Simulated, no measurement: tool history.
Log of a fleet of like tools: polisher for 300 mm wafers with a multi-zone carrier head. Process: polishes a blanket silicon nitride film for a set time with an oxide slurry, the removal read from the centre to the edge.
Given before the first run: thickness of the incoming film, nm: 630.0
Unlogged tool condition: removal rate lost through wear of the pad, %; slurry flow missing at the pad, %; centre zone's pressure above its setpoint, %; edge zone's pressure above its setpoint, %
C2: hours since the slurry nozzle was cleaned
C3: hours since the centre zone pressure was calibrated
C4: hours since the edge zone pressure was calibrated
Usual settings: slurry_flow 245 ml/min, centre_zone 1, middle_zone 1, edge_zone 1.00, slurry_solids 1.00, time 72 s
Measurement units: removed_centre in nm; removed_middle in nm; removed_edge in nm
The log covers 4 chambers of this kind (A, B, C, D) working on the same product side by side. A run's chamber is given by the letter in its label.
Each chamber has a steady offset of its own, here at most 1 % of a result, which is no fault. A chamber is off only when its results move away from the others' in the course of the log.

{"run": "1D", "hour": 7.1, "slurry_flow": 245, "centre_zone": 1, "middle_zone": 1, "edge_zone": 1.0, "slurry_solids": 1.0, "time": 72, "wafers polished on this pad": 520, "C2": 26.3, "C3": 308.8, "C4": 60.6, "removed_centre": 43.994, "removed_middle": 44.23, "removed_edge": 44.298}
{"run": "2C", "hour": 11.7, "slurry_flow": 245, "centre_zone": 1, "middle_zone": 1, "edge_zone": 1.0, "slurry_solids": 1.0, "time": 72, "wafers polished on this pad": 564, "C2": 50.2, "C3": 190.7, "C4": 1015.9, "removed_centre": 44.432, "removed_middle": 44.727, "removed_edge": 44.11}
{"hour": 15.2, "done": "chamber D: worn pad replaced by a new one"}
{"run": "3B", "hour": 21.1, "slurry_flow": 245, "centre_zone": 1, "middle_zone": 1, "edge_zone": 1.0, "slurry_solids": 1.0, "time": 72, "wafers polished on this pad": 877, "C2": 286.2, "C3": 322.5, "C4": 553.3, "removed_centre": 43.798, "removed_middle": 44.132, "removed_edge": 44.662}
{"run": "4A", "hour": 31.3, "slurry_flow": 245, "centre_zone": 1, "middle_zone": 1, "edge_zone": 1.0, "slurry_solids": 1.0, "time": 72, "wafers polished on this pad": 1374, "C2": 462.6, "C3": 708.0, "C4": 84.7, "removed_centre": 44.604, "removed_middle": 44.002, "removed_edge": 44.492}
{"run": "5A", "hour": 39.9, "slurry_flow": 245, "centre_zone": 1, "middle_zone": 1, "edge_zone": 1.0, "slurry_solids": 1.0, "time": 72, "wafers polished on this pad": 1462, "C2": 471.2, "C3": 716.6, "C4": 93.3, "removed_centre": 45.029, "removed_middle": 44.52, "removed_edge": 44.669}
{"hour": 40.3, "done": "chamber C: worn pad replaced by a new one"}
{"hour": 40.7, "done": "chamber A: worn pad replaced by a new one"}
{"hour": 48.8, "done": "chamber B: slurry nozzle cleaned"}
{"run": "6D", "hour": 49.4, "slurry_flow": 245, "centre_zone": 1, "middle_zone": 1, "edge_zone": 1.0, "slurry_solids": 1.0, "time": 72, "wafers polished on this pad": 353, "C2": 68.6, "C3": 351.1, "C4": 102.9, "removed_centre": 45.085, "removed_middle": 44.52, "removed_edge": 43.84}
{"hour": 50.0, "done": "chamber C: edge zone pressure recalibrated"}
{"run": "7C", "hour": 59.6, "slurry_flow": 245, "centre_zone": 1, "middle_zone": 1, "edge_zone": 1.0, "slurry_solids": 1.0, "time": 72, "wafers polished on this pad": 199, "C2": 98.1, "C3": 238.6, "C4": 9.7, "removed_centre": 43.526, "removed_middle": 44.79, "removed_edge": 44.247}
{"hour": 64.4, "done": "chamber B: centre zone pressure recalibrated"}
{"run": "8B", "hour": 68.5, "slurry_flow": 245, "centre_zone": 1, "middle_zone": 1, "edge_zone": 1.0, "slurry_solids": 1.0, "time": 93, "wafers polished on this pad": 1366, "C2": 19.8, "C3": 4.2, "C4": 600.7, "removed_centre": 57.746, "removed_middle": 57.054, "removed_edge": 57.171}
{"hour": 72.1, "done": "chamber D: worn pad replaced by a new one"}
{"run": "9C", "hour": 76.1, "slurry_flow": 245, "centre_zone": 1, "middle_zone": 1, "edge_zone": 1.0, "slurry_solids": 1.0, "time": 93, "wafers polished on this pad": 370, "C2": 114.6, "C3": 255.1, "C4": 26.2, "removed_centre": 59.582, "removed_middle": 58.33, "removed_edge": 57.23}
{"run": "10A", "hour": 81.4, "slurry_flow": 245, "centre_zone": 1, "middle_zone": 1, "edge_zone": 1.0, "slurry_solids": 1.0, "time": 93, "wafers polished on this pad": 420, "C2": 512.7, "C3": 758.1, "C4": 134.8, "removed_centre": 56.533, "removed_middle": 56.559, "removed_edge": 57.792}
{"run": "11D", "hour": 88.5, "slurry_flow": 245, "centre_zone": 1, "middle_zone": 1, "edge_zone": 1.0, "slurry_solids": 1.0, "time": 93, "wafers polished on this pad": 169, "C2": 107.7, "C3": 390.2, "C4": 142.0, "removed_centre": 56.544, "removed_middle": 57.114, "removed_edge": 56.656}
{"run": "12B", "hour": 98.3, "slurry_flow": 245, "centre_zone": 1, "middle_zone": 1, "edge_zone": 1.0, "slurry_solids": 1.0, "time": 72, "wafers polished on this pad": 1674, "C2": 49.6, "C3": 34.0, "C4": 630.5, "removed_centre": 43.631, "removed_middle": 43.227, "removed_edge": 43.625}
{"run": "13A", "hour": 103.3, "slurry_flow": 245, "centre_zone": 1, "middle_zone": 1, "edge_zone": 1.0, "slurry_solids": 1.0, "time": 72, "wafers polished on this pad": 646, "C2": 534.6, "C3": 780.0, "C4": 156.7, "removed_centre": 44.552, "removed_middle": 44.612, "removed_edge": 44.325}
{"run": "14C", "hour": 109.1, "slurry_flow": 245, "centre_zone": 1, "middle_zone": 1, "edge_zone": 1.0, "slurry_solids": 1.0, "time": 72, "wafers polished on this pad": 710, "C2": 147.6, "C3": 288.1, "C4": 59.2, "removed_centre": 44.163, "removed_middle": 44.704, "removed_edge": 44.015}
{"run": "15B", "hour": 114.5, "slurry_flow": 245, "centre_zone": 1, "middle_zone": 1, "edge_zone": 1.0, "slurry_solids": 1.0, "time": 72, "wafers polished on this pad": 1841, "C2": 65.8, "C3": 50.2, "C4": 646.7, "removed_centre": 42.101, "removed_middle": 43.615, "removed_edge": 43.159}
{"run": "16D", "hour": 121.9, "slurry_flow": 245, "centre_zone": 1, "middle_zone": 1, "edge_zone": 1.0, "slurry_solids": 1.0, "time": 72, "wafers polished on this pad": 514, "C2": 141.1, "C3": 423.6, "C4": 175.4, "removed_centre": 43.752, "removed_middle": 44.497, "removed_edge": 43.597}
{"run": "17D", "hour": 127.7, "slurry_flow": 245, "centre_zone": 1, "middle_zone": 1, "edge_zone": 1.0, "slurry_solids": 1.0, "time": 72, "wafers polished on this pad": 574, "C2": 146.9, "C3": 429.4, "C4": 181.2, "removed_centre": 45.229, "removed_middle": 44.84, "removed_edge": 44.066}
{"hour": 129.9, "done": "chamber D: worn pad replaced by a new one"}
{"hour": 134.4, "done": "chamber C: worn pad replaced by a new one"}
{"run": "18C", "hour": 135.4, "slurry_flow": 175, "centre_zone": 1, "middle_zone": 1, "edge_zone": 1.0, "slurry_solids": 1.0, "time": 72, "wafers polished on this pad": 10, "C2": 173.9, "C3": 314.4, "C4": 85.5, "removed_centre": 42.481, "removed_middle": 42.887, "removed_edge": 43.203}
{"run": "19B", "hour": 145.0, "slurry_flow": 175, "centre_zone": 1, "middle_zone": 1, "edge_zone": 1.0, "slurry_solids": 1.0, "time": 72, "wafers polished on this pad": 2156, "C2": 96.3, "C3": 80.7, "C4": 677.2, "removed_centre": 39.3, "removed_middle": 41.104, "removed_edge": 41.528}
{"hour": 150.9, "done": "chamber A: worn pad replaced by a new one"}
{"run": "20A", "hour": 154.5, "slurry_flow": 175, "centre_zone": 1, "middle_zone": 1, "edge_zone": 1.0, "slurry_solids": 1.0, "time": 72, "wafers polished on this pad": 37, "C2": 585.8, "C3": 831.2, "C4": 207.9, "removed_centre": 41.973, "removed_middle": 41.946, "removed_edge": 43.103}
{"run": "21D", "hour": 161.9, "slurry_flow": 175, "centre_zone": 1, "middle_zone": 1, "edge_zone": 1.0, "slurry_solids": 1.0, "time": 72, "wafers polished on this pad": 331, "C2": 181.1, "C3": 463.6, "C4": 215.4, "removed_centre": 41.597, "removed_middle": 43.003, "removed_edge": 42.954}
{"run": "22A", "hour": 169.9, "slurry_flow": 245, "centre_zone": 1, "middle_zone": 1, "edge_zone": 1.0, "slurry_solids": 1.0, "time": 72, "wafers polished on this pad": 196, "C2": 601.2, "C3": 846.6, "C4": 223.3, "removed_centre": 43.837, "removed_middle": 44.009, "removed_edge": 44.395}
{"run": "23B", "hour": 177.7, "slurry_flow": 290, "centre_zone": 1, "middle_zone": 1, "edge_zone": 1.0, "slurry_solids": 1.25, "time": 72, "wafers polished on this pad": 2494, "C2": 129.0, "C3": 113.4, "C4": 709.9, "removed_centre": 47.102, "removed_middle": 46.982, "removed_edge": 47.06}
{"hour": 184.3, "done": "chamber D: worn pad replaced by a new one"}
{"run": "24C", "hour": 186.2, "slurry_flow": 290, "centre_zone": 1, "middle_zone": 1, "edge_zone": 1.0, "slurry_solids": 1.25, "time": 72, "wafers polished on this pad": 535, "C2": 224.7, "C3": 365.2, "C4": 136.3, "removed_centre": 48.93, "removed_middle": 49.958, "removed_edge": 49.53}
{"run": "25C", "hour": 195.6, "slurry_flow": 290, "centre_zone": 1, "middle_zone": 1, "edge_zone": 1.0, "slurry_solids": 1.25, "time": 72, "wafers polished on this pad": 632, "C2": 234.1, "C3": 374.6, "C4": 145.7, "removed_centre": 49.209, "removed_middle": 50.146, "removed_edge": 49.081}
{"run": "26D", "hour": 203.9, "slurry_flow": 290, "centre_zone": 1, "middle_zone": 1, "edge_zone": 1.0, "slurry_solids": 1.25, "time": 72, "wafers polished on this pad": 203, "C2": 223.1, "C3": 505.6, "C4": 257.4, "removed_centre": 49.593, "removed_middle": 50.462, "removed_edge": 49.68}
{"run": "27B", "hour": 209.7, "slurry_flow": 245, "centre_zone": 1, "middle_zone": 1, "edge_zone": 1.0, "slurry_solids": 1.0, "time": 72, "wafers polished on this pad": 2824, "C2": 161.0, "C3": 145.4, "C4": 741.9, "removed_centre": 41.219, "removed_middle": 41.711, "removed_edge": 41.144}
{"hour": 212.8, "done": "chamber C: worn pad replaced by a new one"}
{"run": "28A", "hour": 215.8, "slurry_flow": 245, "centre_zone": 1, "middle_zone": 1, "edge_zone": 1.0, "slurry_solids": 1.0, "time": 72, "wafers polished on this pad": 670, "C2": 647.1, "C3": 892.5, "C4": 269.2, "removed_centre": 44.439, "removed_middle": 44.368, "removed_edge": 44.63}
{"run": "29A", "hour": 221.1, "slurry_flow": 245, "centre_zone": 1, "middle_zone": 1, "edge_zone": 1.0, "slurry_solids": 1.0, "time": 72, "wafers polished on this pad": 725, "C2": 652.4, "C3": 897.8, "C4": 274.5, "removed_centre": 44.316, "removed_middle": 44.133, "removed_edge": 43.998}
{"hour": 224.1, "done": "chamber A: slurry nozzle cleaned"}
{"run": "30D", "hour": 231.3, "slurry_flow": 210, "centre_zone": 1, "middle_zone": 1, "edge_zone": 1.0, "slurry_solids": 0.8, "time": 72, "wafers polished on this pad": 486, "C2": 250.5, "C3": 533.0, "C4": 284.8, "removed_centre": 40.229, "removed_middle": 38.903, "removed_edge": 38.68}
{"hour": 236.0, "done": "chamber D: worn pad replaced by a new one"}
{"run": "31C", "hour": 239.4, "slurry_flow": 210, "centre_zone": 1, "middle_zone": 1, "edge_zone": 1.0, "slurry_solids": 0.8, "time": 72, "wafers polished on this pad": 275, "C2": 277.9, "C3": 418.4, "C4": 189.5, "removed_centre": 39.21, "removed_middle": 39.703, "removed_edge": 39.552}
{"run": "32B", "hour": 248.9, "slurry_flow": 210, "centre_zone": 1, "middle_zone": 1, "edge_zone": 1.0, "slurry_solids": 0.8, "time": 72, "wafers polished on this pad": 3229, "C2": 200.2, "C3": 184.6, "C4": 781.1, "removed_centre": 35.616, "removed_middle": 34.907, "removed_edge": 35.275}
{"run": "33D", "hour": 253.7, "slurry_flow": 210, "centre_zone": 1, "middle_zone": 1, "edge_zone": 1.0, "slurry_solids": 0.8, "time": 72, "wafers polished on this pad": 182, "C2": 272.9, "C3": 555.4, "C4": 307.2, "removed_centre": 39.823, "removed_middle": 39.278, "removed_edge": 39.223}
{"run": "34A", "hour": 259.5, "slurry_flow": 245, "centre_zone": 1, "middle_zone": 1, "edge_zone": 1.0, "slurry_solids": 1.0, "time": 72, "wafers polished on this pad": 1122, "C2": 35.4, "C3": 936.2, "C4": 312.9, "removed_centre": 45.477, "removed_middle": 44.466, "removed_edge": 44.558}
{"run": "35C", "hour": 268.9, "slurry_flow": 245, "centre_zone": 1, "middle_zone": 1, "edge_zone": 1.0, "slurry_solids": 1.0, "time": 72, "wafers polished on this pad": 579, "C2": 307.4, "C3": 447.9, "C4": 219.0, "removed_centre": 45.425, "removed_middle": 44.311, "removed_edge": 44.61}

All chambers now run identical settings, listed one chamber a line with results as question marks. What results will each chamber show?
{"run": "36A", "hour": 276.3, "slurry_flow": 245, "centre_zone": 1, "middle_zone": 1, "edge_zone": 1.08, "slurry_solids": 1.0, "time": 72, "removed_centre": "?", "removed_middle": "?", "removed_edge": "?"}
{"run": "36B", "hour": 276.3, "slurry_flow": 245, "centre_zone": 1, "middle_zone": 1, "edge_zone": 1.08, "slurry_solids": 1.0, "time": 72, "removed_centre": "?", "removed_middle": "?", "removed_edge": "?"}
{"run": "36C", "hour": 276.3, "slurry_flow": 245, "centre_zone": 1, "middle_zone": 1, "edge_zone": 1.08, "slurry_solids": 1.0, "time": 72, "removed_centre": "?", "removed_middle": "?", "removed_edge": "?"}
{"run": "36D", "hour": 276.3, "slurry_flow": 245, "centre_zone": 1, "middle_zone": 1, "edge_zone": 1.08, "slurry_solids": 1.0, "time": 72, "removed_centre": "?", "removed_middle": "?", "removed_edge": "?"}

run=36A removed_centre=44.361 removed_middle=44.634 removed_edge=46.681
run=36B removed_centre=40.163 removed_middle=39.136 removed_edge=41.579
run=36C removed_centre=43.807 removed_middle=44.892 removed_edge=46.211
run=36D removed_centre=44.544 removed_middle=44.892 removed_edge=46.059
